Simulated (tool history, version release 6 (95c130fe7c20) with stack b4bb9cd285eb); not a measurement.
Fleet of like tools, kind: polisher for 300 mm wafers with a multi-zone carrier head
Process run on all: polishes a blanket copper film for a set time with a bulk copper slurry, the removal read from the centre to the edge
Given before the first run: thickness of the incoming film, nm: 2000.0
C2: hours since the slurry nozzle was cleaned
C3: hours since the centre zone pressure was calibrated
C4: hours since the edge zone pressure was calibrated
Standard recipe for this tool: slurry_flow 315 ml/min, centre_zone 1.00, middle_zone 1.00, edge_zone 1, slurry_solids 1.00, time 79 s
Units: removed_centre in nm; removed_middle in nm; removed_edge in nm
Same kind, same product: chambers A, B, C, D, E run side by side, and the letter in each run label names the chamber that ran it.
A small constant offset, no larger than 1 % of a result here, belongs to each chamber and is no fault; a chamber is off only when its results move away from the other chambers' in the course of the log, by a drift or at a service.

-- hour=6.1 chamber E: slurry nozzle cleaned
run 1A hour=12.4 | slurry_flow=315 centre_zone=1.00 middle_zone=1.00 edge_zone=1 slurry_solids=1.00 time=79 | wafers_polished_on_this_pad=205 C2=188.5 C3=903.3 C4=52.7 | removed_centre=641.77 removed_middle=623.78 removed_edge=623.14
run 2C hour=24.5 | slurry_flow=315 centre_zone=1.00 middle_zone=1.00 edge_zone=1 slurry_solids=1.00 time=79 | wafers_polished_on_this_pad=464 C2=440.1 C3=403.0 C4=34.8 | removed_centre=618.43 removed_middle=632.65 removed_edge=642.37
-- hour=31.4 chamber C: worn pad replaced by a new one
run 3E hour=33.8 | slurry_flow=315 centre_zone=1.00 middle_zone=1.00 edge_zone=1 slurry_solids=1.00 time=79 | wafers_polished_on_this_pad=375 C2=27.8 C3=313.1 C4=1017.5 | removed_centre=623.11 removed_middle=629.05 removed_edge=632.53
run 4D hour=43.1 | slurry_flow=315 centre_zone=1.00 middle_zone=1.00 edge_zone=1 slurry_solids=1.00 time=79 | wafers_polished_on_this_pad=307 C2=346.3 C3=149.7 C4=256.0 | removed_centre=646.68 removed_middle=638.14 removed_edge=643.42
run 5B hour=55.0 | slurry_flow=315 centre_zone=1.00 middle_zone=1.00 edge_zone=1 slurry_solids=1.00 time=79 | wafers_polished_on_this_pad=630 C2=289.3 C3=146.1 C4=313.4 | removed_centre=628.49 removed_middle=633.46 removed_edge=634.93
-- hour=56.3 chamber E: worn pad replaced by a new one
run 6C hour=69.6 | slurry_flow=315 centre_zone=1.00 middle_zone=1.00 edge_zone=1 slurry_solids=1.00 time=79 | wafers_polished_on_this_pad=203 C2=485.2 C3=448.1 C4=79.9 | removed_centre=618.55 removed_middle=624.56 removed_edge=635.64
-- hour=72.1 chamber C: slurry nozzle cleaned
run 7B hour=82.3 | slurry_flow=315 centre_zone=1.00 middle_zone=1.00 edge_zone=1 slurry_solids=1.00 time=79 | wafers_polished_on_this_pad=775 C2=316.6 C3=173.4 C4=340.7 | removed_centre=626.43 removed_middle=638.94 removed_edge=632.19
-- hour=90.5 chamber A: worn pad replaced by a new one
run 8A hour=95.2 | slurry_flow=315 centre_zone=1.00 middle_zone=1.00 edge_zone=1 slurry_solids=1.00 time=79 | wafers_polished_on_this_pad=25 C2=271.3 C3=986.1 C4=135.5 | removed_centre=644.28 removed_middle=639.83 removed_edge=643.65
run 9D hour=105.6 | slurry_flow=315 centre_zone=1.00 middle_zone=1.00 edge_zone=1 slurry_solids=1.00 time=79 | wafers_polished_on_this_pad=640 C2=408.8 C3=212.2 C4=318.5 | removed_centre=630.77 removed_middle=637.08 removed_edge=647.29
run 10E hour=119.4 | slurry_flow=315 centre_zone=1.00 middle_zone=1.00 edge_zone=1 slurry_solids=1.00 time=79 | wafers_polished_on_this_pad=336 C2=113.4 C3=398.7 C4=1103.1 | removed_centre=627.14 removed_middle=635.73 removed_edge=632.00
-- hour=123.2 chamber C: worn pad replaced by a new one
run 11A hour=133.1 | slurry_flow=315 centre_zone=1.00 middle_zone=1.00 edge_zone=1 slurry_solids=1.00 time=79 | wafers_polished_on_this_pad=227 C2=309.2 C3=1024.0 C4=173.4 | removed_centre=639.57 removed_middle=639.10 removed_edge=640.36
run 12E hour=143.6 | slurry_flow=315 centre_zone=1.00 middle_zone=1.00 edge_zone=1 slurry_solids=1.00 time=79 | wafers_polished_on_this_pad=465 C2=137.6 C3=422.9 C4=1127.3 | removed_centre=622.42 removed_middle=644.76 removed_edge=641.75
run 13B hour=155.1 | slurry_flow=315 centre_zone=1.00 middle_zone=1.00 edge_zone=1 slurry_solids=1.00 time=79 | wafers_polished_on_this_pad=1163 C2=389.4 C3=246.2 C4=413.5 | removed_centre=642.03 removed_middle=659.68 removed_edge=620.42
-- hour=161.5 chamber E: worn pad replaced by a new one
run 14C hour=164.7 | slurry_flow=315 centre_zone=1.00 middle_zone=1.00 edge_zone=1 slurry_solids=1.00 time=79 | wafers_polished_on_this_pad=221 C2=92.6 C3=543.2 C4=175.0 | removed_centre=614.39 removed_middle=637.06 removed_edge=648.56
run 15D hour=173.0 | slurry_flow=315 centre_zone=1.00 middle_zone=1.00 edge_zone=1 slurry_solids=1.00 time=79 | wafers_polished_on_this_pad=999 C2=476.2 C3=279.6 C4=385.9 | removed_centre=639.81 removed_middle=638.74 removed_edge=655.19
-- hour=174.9 chamber D: worn pad replaced by a new one
-- hour=175.2 chamber B: edge zone pressure recalibrated
run 16E hour=179.8 | slurry_flow=315 centre_zone=1.00 middle_zone=1.00 edge_zone=1 slurry_solids=1.00 time=62 | wafers_polished_on_this_pad=97 C2=173.8 C3=459.1 C4=1163.5 | removed_centre=491.66 removed_middle=505.54 removed_edge=497.29
run 17D hour=188.1 | slurry_flow=315 centre_zone=1.00 middle_zone=1.00 edge_zone=1 slurry_solids=1.00 time=62 | wafers_polished_on_this_pad=70 C2=491.3 C3=294.7 C4=401.0 | removed_centre=491.63 removed_middle=507.00 removed_edge=509.06
-- hour=195.9 chamber B: worn pad replaced by a new one
-- hour=199.7 chamber A: worn pad replaced by a new one
run 18A hour=201.3 | slurry_flow=315 centre_zone=1.00 middle_zone=1.00 edge_zone=1 slurry_solids=1.00 time=62 | wafers_polished_on_this_pad=8 C2=377.4 C3=1092.2 C4=241.6 | removed_centre=501.32 removed_middle=499.46 removed_edge=505.31
run 19B hour=210.3 | slurry_flow=315 centre_zone=1.00 middle_zone=1.00 edge_zone=1 slurry_solids=1.00 time=62 | wafers_polished_on_this_pad=76 C2=444.6 C3=301.4 C4=35.1 | removed_centre=489.20 removed_middle=501.35 removed_edge=498.40
run 20C hour=224.7 | slurry_flow=315 centre_zone=1.00 middle_zone=1.00 edge_zone=1 slurry_solids=1.00 time=62 | wafers_polished_on_this_pad=541 C2=152.6 C3=603.2 C4=235.0 | removed_centre=503.61 removed_middle=494.31 removed_edge=499.19
-- hour=227.1 chamber C: worn pad replaced by a new one
run 21D hour=238.0 | slurry_flow=315 centre_zone=1.00 middle_zone=1.00 edge_zone=1 slurry_solids=1.00 time=79 | wafers_polished_on_this_pad=336 C2=541.2 C3=344.6 C4=450.9 | removed_centre=645.47 removed_middle=619.66 removed_edge=636.75
-- hour=247.0 chamber D: slurry nozzle cleaned
run 22A hour=247.4 | slurry_flow=315 centre_zone=1.00 middle_zone=1.04 edge_zone=1 slurry_solids=1.00 time=79 | wafers_polished_on_this_pad=254 C2=423.5 C3=1138.3 C4=287.7 | removed_centre=632.17 removed_middle=654.37 removed_edge=635.23
-- hour=252.0 chamber E: worn pad replaced by a new one
-- hour=254.3 chamber D: centre zone pressure recalibrated
run 23B hour=254.8 | slurry_flow=315 centre_zone=1.00 middle_zone=1.04 edge_zone=1 slurry_solids=1.00 time=79 | wafers_polished_on_this_pad=313 C2=489.1 C3=345.9 C4=79.6 | removed_centre=647.07 removed_middle=644.42 removed_edge=635.71
run 24E hour=261.9 | slurry_flow=315 centre_zone=1.00 middle_zone=1.04 edge_zone=1 slurry_solids=1.00 time=79 | wafers_polished_on_this_pad=52 C2=255.9 C3=541.2 C4=1245.6 | removed_centre=634.85 removed_middle=649.77 removed_edge=640.71
run 25C hour=271.8 | slurry_flow=315 centre_zone=1.00 middle_zone=1.04 edge_zone=1 slurry_solids=1.00 time=79 | wafers_polished_on_this_pad=238 C2=199.7 C3=650.3 C4=282.1 | removed_centre=631.15 removed_middle=646.81 removed_edge=641.47
run 26B hour=279.5 | slurry_flow=315 centre_zone=1.00 middle_zone=1.04 edge_zone=1 slurry_solids=1.00 time=79 | wafers_polished_on_this_pad=445 C2=513.8 C3=370.6 C4=104.3 | removed_centre=639.63 removed_middle=654.29 removed_edge=631.53
run 27D hour=287.3 | slurry_flow=315 centre_zone=1.00 middle_zone=1.00 edge_zone=1 slurry_solids=1.00 time=79 | wafers_polished_on_this_pad=598 C2=40.3 C3=33.1 C4=500.2 | removed_centre=645.26 removed_middle=642.39 removed_edge=632.09
-- hour=297.1 chamber A: slurry nozzle cleaned
-- hour=298.9 chamber A: worn pad replaced by a new one
run 28C hour=302.5 | slurry_flow=315 centre_zone=1.00 middle_zone=1.00 edge_zone=1 slurry_solids=1.00 time=79 | wafers_polished_on_this_pad=401 C2=230.4 C3=681.0 C4=312.8 | removed_centre=622.31 removed_middle=626.95 removed_edge=655.17
run 29A hour=311.5 | slurry_flow=315 centre_zone=1.00 middle_zone=1.00 edge_zone=1 slurry_solids=1.00 time=79 | wafers_polished_on_this_pad=67 C2=14.5 C3=1202.4 C4=351.8 | removed_centre=627.22 removed_middle=619.63 removed_edge=632.46
run 30E hour=327.0 | slurry_flow=315 centre_zone=0.89 middle_zone=1.00 edge_zone=1 slurry_solids=1.25 time=79 | wafers_polished_on_this_pad=399 C2=321.0 C3=606.3 C4=1310.7 | removed_centre=587.30 removed_middle=667.96 removed_edge=647.61

Predict what each chamber gives when all 5 of them run the settings below next.
run 31A hour=338.1 | slurry_flow=315 centre_zone=1.00 middle_zone=1.00 edge_zone=1 slurry_solids=1.00 time=79 | removed_centre=? removed_middle=? removed_edge=?
run 31B hour=338.1 | slurry_flow=315 centre_zone=1.00 middle_zone=1.00 edge_zone=1 slurry_solids=1.00 time=79 | removed_centre=? removed_middle=? removed_edge=?
run 31C hour=338.1 | slurry_flow=315 centre_zone=1.00 middle_zone=1.00 edge_zone=1 slurry_solids=1.00 time=79 | removed_centre=? removed_middle=? removed_edge=?
run 31D hour=338.1 | slurry_flow=315 centre_zone=1.00 middle_zone=1.00 edge_zone=1 slurry_solids=1.00 time=79 | removed_centre=? removed_middle=? removed_edge=?
run 31E hour=338.1 | slurry_flow=315 centre_zone=1.00 middle_zone=1.00 edge_zone=1 slurry_solids=1.00 time=79 | removed_centre=? removed_middle=? removed_edge=?

run=31A removed_centre=639.56 removed_middle=630.46 removed_edge=643.58
run=31B removed_centre=636.43 removed_middle=640.84 removed_edge=633.80
run=31C removed_centre=608.77 removed_middle=646.59 removed_edge=636.67
run=31D removed_centre=629.22 removed_middle=634.88 removed_edge=631.02
run=31E removed_centre=632.27 removed_middle=626.05 removed_edge=637.43
